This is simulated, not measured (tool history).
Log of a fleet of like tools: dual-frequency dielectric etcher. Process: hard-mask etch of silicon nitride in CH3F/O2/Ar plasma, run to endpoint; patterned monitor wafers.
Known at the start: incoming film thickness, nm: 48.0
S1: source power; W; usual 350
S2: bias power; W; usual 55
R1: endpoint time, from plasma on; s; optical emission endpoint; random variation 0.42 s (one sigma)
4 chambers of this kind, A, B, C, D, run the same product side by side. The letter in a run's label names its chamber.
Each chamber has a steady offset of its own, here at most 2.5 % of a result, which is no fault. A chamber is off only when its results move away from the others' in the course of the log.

run	hour	S1	S2	R1
# hour 5.1: chamber C: source power generator calibrated
1D	15.1	350	55	80.048
2C	25.6	350	55	79.578
# hour 31.1: chamber A: source power generator calibrated
3A	40.7	350	55	80.461
4B	54.7	350	55	77.443
# hour 56.7: chamber D: wet clean of the chamber
5A	65.0	350	55	80.858
6C	79.7	350	55	79.730
7B	90.7	430	55	71.455
8D	104.3	430	55	74.247
9C	119.4	430	55	73.308
10B	128.1	430	55	72.074
11A	139.5	350	55	80.208
12D	153.2	350	55	79.004
13B	164.2	350	55	77.656
14A	177.3	350	55	80.928
15D	185.1	350	55	79.683
16C	198.1	400	55	75.775
# hour 203.0: chamber B: bias power generator calibrated
17D	211.8	400	55	76.405
18B	222.2	400	55	73.865
19C	234.8	400	55	75.187
# hour 242.4: chamber B: wet clean of the chamber
20A	249.6	350	55	80.331
21B	262.5	350	55	77.340
22C	271.8	350	55	79.784
23D	281.3	350	66	75.158
# hour 293.0: chamber C: wet clean of the chamber
24A	296.7	350	66	75.846
25D	303.8	350	66	75.069
26B	315.0	350	66	73.361
27A	322.1	390	55	77.505
28C	330.1	390	55	76.374

Next, every chamber runs the same settings. What will each give?
29A	341.6	350	60	?
29B	341.6	350	60	?
29C	341.6	350	60	?
29D	341.6	350	60	?

run	R1
29A	78.217
29B	76.136
29C	78.255
29D	77.204
